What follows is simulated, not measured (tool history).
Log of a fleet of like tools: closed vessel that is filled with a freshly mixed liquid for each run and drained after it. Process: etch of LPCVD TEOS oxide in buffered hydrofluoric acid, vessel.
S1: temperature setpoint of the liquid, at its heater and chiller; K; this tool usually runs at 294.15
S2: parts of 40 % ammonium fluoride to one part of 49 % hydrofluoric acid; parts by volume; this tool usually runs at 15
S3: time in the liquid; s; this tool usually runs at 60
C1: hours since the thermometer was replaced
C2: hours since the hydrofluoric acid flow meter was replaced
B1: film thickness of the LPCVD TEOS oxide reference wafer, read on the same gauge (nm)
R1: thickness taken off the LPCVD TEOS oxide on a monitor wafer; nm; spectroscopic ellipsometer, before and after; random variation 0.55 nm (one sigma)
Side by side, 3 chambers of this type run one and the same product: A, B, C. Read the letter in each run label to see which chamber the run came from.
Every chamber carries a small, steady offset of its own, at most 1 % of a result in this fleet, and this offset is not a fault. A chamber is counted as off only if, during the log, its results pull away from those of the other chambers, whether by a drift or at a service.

{"run": "1B", "hour": 6.9, "S1": 294.15, "S2": 15, "S3": 60, "C1": 1080, "C2": 559.4, "B1": 70.004, "R1": 110.31}
{"run": "2C", "hour": 11.3, "S1": 294.15, "S2": 15, "S3": 60, "C1": 430.5, "C2": 1535.4, "B1": 70.02, "R1": 111.83}
{"run": "3A", "hour": 20.3, "S1": 294.15, "S2": 15, "S3": 60, "C1": 866.7, "C2": 534.7, "B1": 70.009, "R1": 110.68}
{"run": "4C", "hour": 26.0, "S1": 294.15, "S2": 15, "S3": 60, "C1": 445.2, "C2": 1550.1, "B1": 69.987, "R1": 110.27}
{"run": "5A", "hour": 33.7, "S1": 294.15, "S2": 15, "S3": 60, "C1": 880.1, "C2": 548.1, "B1": 70.054, "R1": 111.18}
{"run": "6B", "hour": 38.9, "S1": 294.15, "S2": 15, "S3": 35, "C1": 1112, "C2": 591.4, "B1": 70.04, "R1": 64.421}
{"run": "7B", "hour": 46.7, "S1": 294.15, "S2": 15, "S3": 35, "C1": 1119.8, "C2": 599.2, "B1": 70.027, "R1": 64.878}
{"run": "8C", "hour": 54.8, "S1": 294.15, "S2": 15, "S3": 35, "C1": 474, "C2": 1578.9, "B1": 70.014, "R1": 64.481}
{"run": "9A", "hour": 63.4, "S1": 294.15, "S2": 15, "S3": 60, "C1": 909.8, "C2": 577.8, "B1": 69.96, "R1": 109.74}
{"run": "10B", "hour": 71.7, "S1": 294.15, "S2": 15, "S3": 60, "C1": 1144.8, "C2": 624.2, "B1": 70.014, "R1": 109.39}
{"run": "11A", "hour": 79.3, "S1": 294.15, "S2": 15, "S3": 60, "C1": 925.7, "C2": 593.7, "B1": 70.003, "R1": 110.49}
{"run": "12C", "hour": 85.1, "S1": 298.15, "S2": 15, "S3": 85, "C1": 504.3, "C2": 1609.2, "B1": 70, "R1": 196.57}
{"run": "13B", "hour": 91.2, "S1": 298.15, "S2": 15, "S3": 85, "C1": 1164.3, "C2": 643.7, "B1": 70.01, "R1": 196.87}
{"run": "14A", "hour": 100.9, "S1": 298.15, "S2": 15, "S3": 85, "C1": 947.3, "C2": 615.3, "B1": 70.059, "R1": 192.68}
{"run": "15C", "hour": 105.6, "S1": 294.15, "S2": 15, "S3": 60, "C1": 524.8, "C2": 1629.7, "B1": 69.961, "R1": 110.05}
{"run": "16B", "hour": 114.3, "S1": 294.15, "S2": 15, "S3": 60, "C1": 1187.4, "C2": 666.8, "B1": 70.018, "R1": 110.66}
{"run": "17A", "hour": 122.3, "S1": 294.15, "S2": 15, "S3": 60, "C1": 968.7, "C2": 636.7, "B1": 70.004, "R1": 109.32}
{"run": "18C", "hour": 127.4, "S1": 294.15, "S2": 11.5, "S3": 35, "C1": 546.6, "C2": 1651.5, "B1": 69.995, "R1": 83.803}
{"run": "19A", "hour": 136.9, "S1": 294.15, "S2": 11.5, "S3": 35, "C1": 983.3, "C2": 651.3, "B1": 69.977, "R1": 82.943}
{"run": "20C", "hour": 141.4, "S1": 294.15, "S2": 11.5, "S3": 35, "C1": 560.6, "C2": 1665.5, "B1": 69.991, "R1": 83.116}
{"run": "21B", "hour": 148.0, "S1": 294.15, "S2": 15, "S3": 60, "C1": 1221.1, "C2": 700.5, "B1": 70.012, "R1": 110.32}
{"run": "22C", "hour": 154.6, "S1": 294.15, "S2": 15, "S3": 60, "C1": 573.8, "C2": 1678.7, "B1": 69.974, "R1": 110.3}
{"run": "23B", "hour": 162.1, "S1": 294.15, "S2": 15, "S3": 60, "C1": 1235.2, "C2": 714.6, "B1": 70.02, "R1": 109.49}
{"run": "24A", "hour": 168.8, "S1": 294.15, "S2": 15, "S3": 60, "C1": 1015.2, "C2": 683.2, "B1": 69.999, "R1": 107.89}
{"run": "25A", "hour": 176.1, "S1": 294.15, "S2": 15, "S3": 60, "C1": 1022.5, "C2": 690.5, "B1": 70.026, "R1": 108.64}
{"run": "26B", "hour": 185.3, "S1": 294.15, "S2": 15, "S3": 60, "C1": 1258.4, "C2": 737.8, "B1": 70.001, "R1": 110.97}
{"run": "27C", "hour": 192.7, "S1": 294.15, "S2": 15, "S3": 60, "C1": 611.9, "C2": 1716.8, "B1": 69.972, "R1": 111.28}
{"run": "28B", "hour": 200.7, "S1": 294.15, "S2": 15, "S3": 60, "C1": 1273.8, "C2": 753.2, "B1": 70.008, "R1": 111.01}
{"run": "29A", "hour": 209.2, "S1": 294.15, "S2": 15, "S3": 60, "C1": 1055.6, "C2": 723.6, "B1": 70.001, "R1": 107.15}

All chambers now run identical settings, listed one chamber a line with results as question marks. What results will each chamber show?
{"run": "30A", "hour": 216.4, "S1": 294.15, "S2": 15, "S3": 60, "R1": "?"}
{"run": "30B", "hour": 216.4, "S1": 294.15, "S2": 15, "S3": 60, "R1": "?"}
{"run": "30C", "hour": 216.4, "S1": 294.15, "S2": 15, "S3": 60, "R1": "?"}

run=30A R1=106.76
run=30B R1=110.71
run=30C R1=110.33
